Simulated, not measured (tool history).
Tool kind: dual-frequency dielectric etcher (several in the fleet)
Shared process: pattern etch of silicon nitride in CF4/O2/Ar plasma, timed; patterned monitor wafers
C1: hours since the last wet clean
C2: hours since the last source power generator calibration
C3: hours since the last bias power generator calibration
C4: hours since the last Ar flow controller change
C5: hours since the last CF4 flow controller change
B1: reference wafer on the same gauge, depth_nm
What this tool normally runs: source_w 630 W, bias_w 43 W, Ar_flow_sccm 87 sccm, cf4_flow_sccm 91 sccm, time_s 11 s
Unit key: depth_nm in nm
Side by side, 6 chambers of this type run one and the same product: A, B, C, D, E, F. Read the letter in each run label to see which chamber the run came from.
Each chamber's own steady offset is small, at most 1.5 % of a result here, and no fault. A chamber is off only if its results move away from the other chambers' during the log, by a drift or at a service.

run 1A hour=11.3 | source_w=630 bias_w=43 Ar_flow_sccm=87 cf4_flow_sccm=91 time_s=11 | C1=49.1 C2=810.9 C3=657.7 C4=682.5 C5=1906.5 | B1=22.894 | depth_nm=24.228
-- hour=15.4 chamber B: source power generator calibrated
run 2C hour=18.9 | source_w=630 bias_w=43 Ar_flow_sccm=87 cf4_flow_sccm=91 time_s=11 | C1=208.4 C2=2361.3 C3=3224.9 C4=1172.5 C5=127.5 | B1=22.887 | depth_nm=24.571
run 3E hour=25.4 | source_w=630 bias_w=43 Ar_flow_sccm=87 cf4_flow_sccm=91 time_s=11 | C1=442.4 C2=3848.7 C3=3030.5 C4=551.7 C5=927 | B1=22.914 | depth_nm=24.563
run 4B hour=35 | source_w=630 bias_w=43 Ar_flow_sccm=87 cf4_flow_sccm=91 time_s=11 | C1=373.7 C2=19.7 C3=1156.9 C4=3479.9 C5=1567.8 | B1=22.904 | depth_nm=24.606
run 5F hour=41.8 | source_w=690 bias_w=43 Ar_flow_sccm=87 cf4_flow_sccm=91 time_s=9.5 | C1=268.1 C2=2574 C3=1455.4 C4=1892.8 C5=727 | B1=22.894 | depth_nm=22.668
-- hour=43.8 chamber E: wet clean of the chamber
-- hour=43.9 chamber B: wet clean of the chamber
run 6D hour=52.8 | source_w=690 bias_w=43 Ar_flow_sccm=87 cf4_flow_sccm=91 time_s=9.5 | C1=130.2 C2=972.5 C3=824.5 C4=297.1 C5=1498.1 | B1=22.902 | depth_nm=22.573
run 7F hour=63.7 | source_w=690 bias_w=43 Ar_flow_sccm=87 cf4_flow_sccm=91 time_s=9.5 | C1=290 C2=2595.9 C3=1477.3 C4=1914.7 C5=748.9 | B1=22.891 | depth_nm=22.671
run 8D hour=71.2 | source_w=690 bias_w=43 Ar_flow_sccm=87 cf4_flow_sccm=91 time_s=9.5 | C1=148.6 C2=990.9 C3=842.9 C4=315.5 C5=1516.5 | B1=22.906 | depth_nm=22.645
run 9A hour=79.8 | source_w=690 bias_w=43 Ar_flow_sccm=87 cf4_flow_sccm=91 time_s=9.5 | C1=117.6 C2=879.4 C3=726.2 C4=751 C5=1975 | B1=22.877 | depth_nm=22.639
run 10B hour=88.1 | source_w=690 bias_w=43 Ar_flow_sccm=87 cf4_flow_sccm=91 time_s=9.5 | C1=44.2 C2=72.8 C3=1210 C4=3533 C5=1620.9 | B1=22.891 | depth_nm=22.808
run 11E hour=93.4 | source_w=630 bias_w=43 Ar_flow_sccm=87 cf4_flow_sccm=91 time_s=11 | C1=49.7 C2=3916.7 C3=3098.5 C4=619.7 C5=995 | B1=22.916 | depth_nm=24.572
run 12C hour=103.2 | source_w=630 bias_w=43 Ar_flow_sccm=87 cf4_flow_sccm=91 time_s=11 | C1=292.7 C2=2445.6 C3=3309.2 C4=1256.8 C5=211.8 | B1=22.907 | depth_nm=24.683
run 13D hour=109.5 | source_w=630 bias_w=43 Ar_flow_sccm=87 cf4_flow_sccm=91 time_s=11 | C1=186.9 C2=1029.2 C3=881.2 C4=353.8 C5=1554.8 | B1=22.902 | depth_nm=24.274
-- hour=116 chamber F: wet clean of the chamber
run 14F hour=117 | source_w=630 bias_w=43 Ar_flow_sccm=87 cf4_flow_sccm=91 time_s=11 | C1=1 C2=2649.2 C3=1530.6 C4=1968 C5=802.2 | B1=22.892 | depth_nm=23.2
run 15E hour=123.4 | source_w=630 bias_w=43 Ar_flow_sccm=87 cf4_flow_sccm=91 time_s=11 | C1=79.7 C2=3946.7 C3=3128.5 C4=649.7 C5=1025 | B1=22.901 | depth_nm=24.674
run 16A hour=133.3 | source_w=570 bias_w=43 Ar_flow_sccm=87 cf4_flow_sccm=91 time_s=11 | C1=171.1 C2=932.9 C3=779.7 C4=804.5 C5=2028.5 | B1=22.906 | depth_nm=22.225
run 17B hour=141.7 | source_w=570 bias_w=43 Ar_flow_sccm=87 cf4_flow_sccm=91 time_s=11 | C1=97.8 C2=126.4 C3=1263.6 C4=3586.6 C5=1674.5 | B1=22.891 | depth_nm=22.447
run 18C hour=150.4 | source_w=570 bias_w=43 Ar_flow_sccm=87 cf4_flow_sccm=91 time_s=11 | C1=339.9 C2=2492.8 C3=3356.4 C4=1304 C5=259 | B1=22.908 | depth_nm=22.591
run 19F hour=161.7 | source_w=570 bias_w=43 Ar_flow_sccm=87 cf4_flow_sccm=91 time_s=11 | C1=45.7 C2=2693.9 C3=1575.3 C4=2012.7 C5=846.9 | B1=22.912 | depth_nm=21.284
run 20A hour=171.4 | source_w=570 bias_w=43 Ar_flow_sccm=87 cf4_flow_sccm=91 time_s=11 | C1=209.2 C2=971 C3=817.8 C4=842.6 C5=2066.6 | B1=22.898 | depth_nm=22.062
run 21E hour=177 | source_w=570 bias_w=43 Ar_flow_sccm=87 cf4_flow_sccm=91 time_s=11 | C1=133.3 C2=4000.3 C3=3182.1 C4=703.3 C5=1078.6 | B1=22.906 | depth_nm=22.44
run 22B hour=188 | source_w=630 bias_w=43 Ar_flow_sccm=87 cf4_flow_sccm=91 time_s=11 | C1=144.1 C2=172.7 C3=1309.9 C4=3632.9 C5=1720.8 | B1=22.91 | depth_nm=24.498
run 23C hour=199.3 | source_w=630 bias_w=43 Ar_flow_sccm=87 cf4_flow_sccm=91 time_s=11 | C1=388.8 C2=2541.7 C3=3405.3 C4=1352.9 C5=307.9 | B1=22.904 | depth_nm=24.702
run 24D hour=209.8 | source_w=630 bias_w=43 Ar_flow_sccm=87 cf4_flow_sccm=91 time_s=11 | C1=287.2 C2=1129.5 C3=981.5 C4=454.1 C5=1655.1 | B1=22.903 | depth_nm=24.209
run 25E hour=215.3 | source_w=630 bias_w=43 Ar_flow_sccm=87 cf4_flow_sccm=91 time_s=11 | C1=171.6 C2=4038.6 C3=3220.4 C4=741.6 C5=1116.9 | B1=22.911 | depth_nm=24.619
run 26F hour=221.4 | source_w=630 bias_w=43 Ar_flow_sccm=87 cf4_flow_sccm=91 time_s=11 | C1=105.4 C2=2753.6 C3=1635 C4=2072.4 C5=906.6 | B1=22.908 | depth_nm=23.372
run 27C hour=232.1 | source_w=630 bias_w=43 Ar_flow_sccm=87 cf4_flow_sccm=91 time_s=11 | C1=421.6 C2=2574.5 C3=3438.1 C4=1385.7 C5=340.7 | B1=22.902 | depth_nm=24.561
run 28A hour=237.9 | source_w=630 bias_w=43 Ar_flow_sccm=87 cf4_flow_sccm=91 time_s=11 | C1=275.7 C2=1037.5 C3=884.3 C4=909.1 C5=2133.1 | B1=22.908 | depth_nm=24.262
run 29B hour=246.8 | source_w=700 bias_w=43 Ar_flow_sccm=107 cf4_flow_sccm=91 time_s=11 | C1=202.9 C2=231.5 C3=1368.7 C4=3691.7 C5=1779.6 | B1=22.914 | depth_nm=26.043
run 30D hour=256 | source_w=700 bias_w=43 Ar_flow_sccm=107 cf4_flow_sccm=91 time_s=11 | C1=333.4 C2=1175.7 C3=1027.7 C4=500.3 C5=1701.3 | B1=22.9 | depth_nm=25.814
run 31E hour=262.6 | source_w=700 bias_w=43 Ar_flow_sccm=107 cf4_flow_sccm=91 time_s=11 | C1=218.9 C2=4085.9 C3=3267.7 C4=788.9 C5=1164.2 | B1=22.914 | depth_nm=26.262
run 32F hour=272.3 | source_w=700 bias_w=43 Ar_flow_sccm=107 cf4_flow_sccm=91 time_s=11 | C1=156.3 C2=2804.5 C3=1685.9 C4=2123.3 C5=957.5 | B1=22.895 | depth_nm=24.763
run 33A hour=280.1 | source_w=700 bias_w=43 Ar_flow_sccm=107 cf4_flow_sccm=91 time_s=11 | C1=317.9 C2=1079.7 C3=926.5 C4=951.3 C5=2175.3 | B1=22.891 | depth_nm=25.886
run 34D hour=288.1 | source_w=700 bias_w=43 Ar_flow_sccm=107 cf4_flow_sccm=91 time_s=11 | C1=365.5 C2=1207.8 C3=1059.8 C4=532.4 C5=1733.4 | B1=22.905 | depth_nm=25.772
run 35C hour=299.4 | source_w=630 bias_w=43 Ar_flow_sccm=87 cf4_flow_sccm=79 time_s=11 | C1=488.9 C2=2641.8 C3=3505.4 C4=1453 C5=408 | B1=22.903 | depth_nm=24.124
run 36B hour=305.7 | source_w=630 bias_w=43 Ar_flow_sccm=87 cf4_flow_sccm=79 time_s=11 | C1=261.8 C2=290.4 C3=1427.6 C4=3750.6 C5=1838.5 | B1=22.895 | depth_nm=24.112
run 37F hour=311.6 | source_w=630 bias_w=43 Ar_flow_sccm=87 cf4_flow_sccm=79 time_s=11 | C1=195.6 C2=2843.8 C3=1725.2 C4=2162.6 C5=996.8 | B1=22.896 | depth_nm=22.944
run 38D hour=318.8 | source_w=630 bias_w=43 Ar_flow_sccm=87 cf4_flow_sccm=79 time_s=11 | C1=396.2 C2=1238.5 C3=1090.5 C4=563.1 C5=1764.1 | B1=22.897 | depth_nm=23.785
run 39C hour=326.5 | source_w=630 bias_w=43 Ar_flow_sccm=87 cf4_flow_sccm=79 time_s=11 | C1=516 C2=2668.9 C3=3532.5 C4=1480.1 C5=435.1 | B1=22.896 | depth_nm=24.158
run 40B hour=334 | source_w=630 bias_w=43 Ar_flow_sccm=87 cf4_flow_sccm=79 time_s=11 | C1=290.1 C2=318.7 C3=1455.9 C4=3778.9 C5=1866.8 | B1=22.905 | depth_nm=23.881
run 41A hour=343.9 | source_w=630 bias_w=43 Ar_flow_sccm=87 cf4_flow_sccm=91 time_s=11 | C1=381.7 C2=1143.5 C3=990.3 C4=1015.1 C5=2239.1 | B1=22.905 | depth_nm=24.089

Next, all 6 chambers run the settings below, one line each with question marks for the results. What does each chamber give?
run 42A hour=352 | source_w=630 bias_w=47 Ar_flow_sccm=87 cf4_flow_sccm=91 time_s=11 | depth_nm=?
run 42B hour=352 | source_w=630 bias_w=47 Ar_flow_sccm=87 cf4_flow_sccm=91 time_s=11 | depth_nm=?
run 42C hour=352 | source_w=630 bias_w=47 Ar_flow_sccm=87 cf4_flow_sccm=91 time_s=11 | depth_nm=?
run 42D hour=352 | source_w=630 bias_w=47 Ar_flow_sccm=87 cf4_flow_sccm=91 time_s=11 | depth_nm=?
run 42E hour=352 | source_w=630 bias_w=47 Ar_flow_sccm=87 cf4_flow_sccm=91 time_s=11 | depth_nm=?
run 42F hour=352 | source_w=630 bias_w=47 Ar_flow_sccm=87 cf4_flow_sccm=91 time_s=11 | depth_nm=?

run=42A depth_nm=24.98
run=42B depth_nm=25.321
run=42C depth_nm=25.37
run=42D depth_nm=24.917
run=42E depth_nm=25.387
run=42F depth_nm=24.013
